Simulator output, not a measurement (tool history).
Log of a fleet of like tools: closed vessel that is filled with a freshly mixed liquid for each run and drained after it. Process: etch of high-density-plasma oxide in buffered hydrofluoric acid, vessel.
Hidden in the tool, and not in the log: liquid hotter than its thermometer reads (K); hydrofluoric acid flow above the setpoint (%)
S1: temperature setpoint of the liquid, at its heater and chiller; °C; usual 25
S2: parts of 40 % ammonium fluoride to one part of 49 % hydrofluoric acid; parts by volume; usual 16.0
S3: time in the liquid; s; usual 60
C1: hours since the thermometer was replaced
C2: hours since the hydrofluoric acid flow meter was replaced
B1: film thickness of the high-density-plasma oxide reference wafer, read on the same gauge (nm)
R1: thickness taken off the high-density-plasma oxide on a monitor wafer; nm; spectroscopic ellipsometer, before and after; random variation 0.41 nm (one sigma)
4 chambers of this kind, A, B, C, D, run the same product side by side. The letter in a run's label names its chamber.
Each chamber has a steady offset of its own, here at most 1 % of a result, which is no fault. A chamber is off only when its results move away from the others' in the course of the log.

run,hour,S1,S2,S3,C1,C2,B1,R1
1A,9.2,25,16.0,60,867.7,502.3,150.01,53.215
2D,17.4,25,16.0,60,210.6,58.6,150.00,53.005
3C,26.5,25,16.0,60,1759.2,370.9,149.99,53.812
4B,33.1,25,16.0,60,1442.2,55.5,150.01,52.565
5B,42.7,25,16.0,60,1451.8,65.1,149.99,53.240
6D,52.0,25,16.0,60,245.2,93.2,150.01,53.323
7A,59.7,25,16.0,60,918.2,552.8,150.01,53.383
8C,65.2,25,16.0,60,1797.9,409.6,150.00,53.347
9B,74.4,25,16.0,60,1483.5,96.8,150.01,53.042
10C,82.5,25,18.5,60,1815.2,426.9,150.00,46.869
11A,87.7,25,18.5,60,946.2,580.8,149.99,46.842
12D,96.5,25,18.5,60,289.7,137.7,150.00,45.931
13A,105.5,25,18.5,60,964.0,598.6,150.01,46.616
14C,112.6,25,16.0,60,1845.3,457.0,150.01,52.947
15D,122.4,25,16.0,60,315.6,163.6,149.99,52.955
16B,127.2,25,16.0,60,1536.3,149.6,149.99,53.792
17A,137.1,25,16.0,60,995.6,630.2,150.00,55.206
18B,141.7,25,16.0,60,1550.8,164.1,150.01,54.189
19D,150.3,25,16.0,60,343.5,191.5,150.00,52.209
20C,160.1,25,16.0,60,1892.8,504.5,150.01,52.622
21B,169.3,25,16.0,60,1578.4,191.7,150.01,53.519
22A,175.0,25,16.0,60,1033.5,668.1,150.00,55.041
23D,184.1,25,16.0,60,377.3,225.3,149.99,52.778
24C,192.9,25,16.0,45,1925.6,537.3,149.99,40.332
25D,199.6,25,16.0,45,392.8,240.8,149.99,40.120
26B,207.2,25,16.0,45,1616.3,229.6,150.01,39.440
27A,212.6,25,16.0,45,1071.1,705.7,149.98,43.188
28C,219.0,25,16.0,60,1951.7,563.4,150.01,53.739
29B,225.1,25,16.0,60,1634.2,247.5,150.00,53.322
30A,232.7,25,16.0,60,1091.2,725.8,149.99,57.005
31C,242.6,25,16.0,60,1975.3,587.0,149.99,53.379
32D,250.3,25,20.5,75,443.5,291.5,149.98,52.141
33B,255.0,25,20.5,75,1664.1,277.4,150.00,51.832
34D,265.1,25,20.5,75,458.3,306.3,150.02,51.635
35C,272.6,25,20.5,75,2005.3,617.0,149.99,52.065
36A,278.3,25,16.0,60,1136.8,771.4,150.02,59.369
37D,286.4,28,19.0,60,479.6,327.6,150.02,53.369

Next, every chamber runs the same settings. What will each give?
38A,293.8,25,16.0,60,,,,?
38B,293.8,25,16.0,60,,,,?
38C,293.8,25,16.0,60,,,,?
38D,293.8,25,16.0,60,,,,?

run,R1
38A,59.138
38B,53.272
38C,53.685
38D,53.237
